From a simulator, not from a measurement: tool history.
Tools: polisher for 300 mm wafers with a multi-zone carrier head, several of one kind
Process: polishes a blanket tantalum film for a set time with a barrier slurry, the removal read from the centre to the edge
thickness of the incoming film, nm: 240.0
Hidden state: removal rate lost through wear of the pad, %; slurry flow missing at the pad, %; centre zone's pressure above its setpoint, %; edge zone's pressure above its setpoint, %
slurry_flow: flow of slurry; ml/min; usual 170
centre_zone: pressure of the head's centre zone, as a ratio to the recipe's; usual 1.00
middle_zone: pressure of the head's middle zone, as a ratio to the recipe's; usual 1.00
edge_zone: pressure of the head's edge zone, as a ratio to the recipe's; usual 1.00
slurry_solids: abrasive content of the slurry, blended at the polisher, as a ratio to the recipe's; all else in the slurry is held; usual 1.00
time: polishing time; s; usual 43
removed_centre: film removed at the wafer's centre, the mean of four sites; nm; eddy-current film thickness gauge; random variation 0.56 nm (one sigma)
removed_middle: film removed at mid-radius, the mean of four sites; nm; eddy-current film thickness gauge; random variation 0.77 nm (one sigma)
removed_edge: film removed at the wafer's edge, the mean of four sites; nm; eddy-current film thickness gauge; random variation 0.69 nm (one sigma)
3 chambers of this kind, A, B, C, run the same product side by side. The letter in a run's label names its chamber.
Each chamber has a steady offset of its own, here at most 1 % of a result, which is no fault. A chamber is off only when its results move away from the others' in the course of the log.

run    day  slurry_flow  centre_zone  middle_zone  edge_zone  slurry_solids  time  wafers polished on this pad  hours since the slurry nozzle was cleaned  hours since the centre zone pressure was calibrated  hours since the edge zone pressure was calibrated  removed_centre  removed_middle  removed_edge
 1B  0.275          170         1.00         1.00       1.00           1.00    43                          627                                      163.2                                                 21.1                                              301.3          56.745          56.429        57.632
 2C  0.442          170         1.00         1.00       1.00           1.00    43                          202                                      463.4                                                134.7                                              507.6          57.898          58.692        58.691
 3A  0.762          170         1.00         1.00       1.00           1.00    43                          580                                      313.1                                               1069.0                                              100.6          57.254          58.845        58.818
 4B  1.071          170         1.00         1.00       1.00           1.00    43                          800                                      182.3                                                 40.2                                              320.4          57.559          57.000        58.447
 5A  1.250          170         1.00         1.00       1.00           1.00    43                          686                                      324.8                                               1080.7                                              112.3          57.942          57.552        58.047
 6C  1.408          170         1.00         1.00       1.00           1.00    43                          412                                      486.6                                                157.9                                              530.8          57.104          58.941        57.326
     1.533  -- chamber A: worn pad replaced by a new one
 7C  1.588          170         1.00         1.00       1.00           1.00    43                          451                                      490.9                                                162.2                                              535.1          57.619          56.919        58.265
 8B  1.817          170         1.00         1.00       1.00           1.00    43                          963                                      200.2                                                 58.1                                              338.3          57.101          58.239        56.810
 9A  2.046          170         1.00         1.00       1.00           1.00    43                          112                                      343.9                                               1099.8                                              131.4          59.516          59.002        57.941
10B  2.225          170         1.00         1.00       1.00           1.00    43                         1052                                      210.0                                                 67.9                                              348.1          56.899          57.197        58.900
11A  2.462          170         0.89         1.00       1.00           1.00    58                          203                                      353.9                                               1109.8                                              141.4          69.106          78.684        75.800
12C  2.621          170         0.89         1.00       1.00           1.00    58                          677                                      515.7                                                187.0                                              559.9          67.037          77.327        74.990
13A  2.817          170         0.89         1.00       1.00           1.00    58                          280                                      362.4                                               1118.3                                              149.9          68.877          77.631        76.977
14C  3.029          170         1.00         1.00       1.00           1.00    43                          766                                      525.5                                                196.8                                              569.7          54.916          55.614        55.566
     3.171  -- chamber B: slurry nozzle cleaned
15B  3.242          170         1.00         1.00       1.00           1.00    43                         1273                                        1.7                                                 92.3                                              372.5          58.621          59.212        58.426
16C  3.538          170         1.00         1.00       1.00           1.00    43                          876                                      537.7                                                209.0                                              581.9          53.893          55.527        55.276
     3.692  -- chamber B: worn pad replaced by a new one
17A  3.821          170         1.00         1.00       1.00           0.75    50                          499                                      386.5                                               1142.4                                              174.0          62.532          60.620        60.987
18B  4.088          170         1.00         1.00       1.00           0.75    50                           86                                       22.0                                                112.6                                              392.8          61.405          62.915        61.640
19B  4.358          170         1.00         1.00       1.00           0.75    50                          146                                       28.5                                                119.1                                              399.3          60.948          61.619        62.190
20A  4.696          170         1.00         1.00       1.00           1.00    43                          690                                      407.5                                               1163.4                                              195.0          58.470          58.614        57.997
21C  4.862          170         1.00         1.00       1.00           1.00    43                         1165                                      569.5                                                240.8                                              613.7          53.011          52.346        52.978
     4.879  -- chamber A: worn pad replaced by a new one
22A  5.183          170         1.00         1.00       1.00           1.00    43                           66                                      419.2                                               1175.1                                              206.7          59.265          57.378        58.135
23B  5.396          170         1.00         1.00       1.00           1.00    43                          372                                       53.4                                                144.0                                              424.2          57.105          56.629        57.594
24C  5.638          170         1.00         0.93       1.00           1.00    52                         1334                                      588.1                                                259.4                                              632.3          62.258          58.030        64.369
     5.712  -- chamber A: slurry nozzle cleaned
25A  5.825          170         1.00         0.93       1.00           1.00    52                          206                                        2.8                                               1190.5                                              222.1          70.698          64.612        69.587
26C  6.062          170         1.00         0.93       1.00           1.00    52                         1427                                      598.3                                                269.6                                              642.5          61.640          57.854        61.338
27B  6.321          170         1.00         1.00       1.08           1.00    28                          573                                       75.6                                                166.2                                              446.4          37.860          37.736        39.813

Next, every chamber runs the same settings. What will each give?
28A  6.571          170         1.00         1.00       1.00           1.00    43                                                                                                                                                                                               ?               ?             ?
28B  6.571          170         1.00         1.00       1.00           1.00    43                                                                                                                                                                                               ?               ?             ?
28C  6.571          170         1.00         1.00       1.00           1.00    43                                                                                                                                                                                               ?               ?             ?

run  removed_centre  removed_middle  removed_edge
28A          58.751          58.247        57.630
28B          57.465          57.075        59.905
28C          51.091          50.250        50.126

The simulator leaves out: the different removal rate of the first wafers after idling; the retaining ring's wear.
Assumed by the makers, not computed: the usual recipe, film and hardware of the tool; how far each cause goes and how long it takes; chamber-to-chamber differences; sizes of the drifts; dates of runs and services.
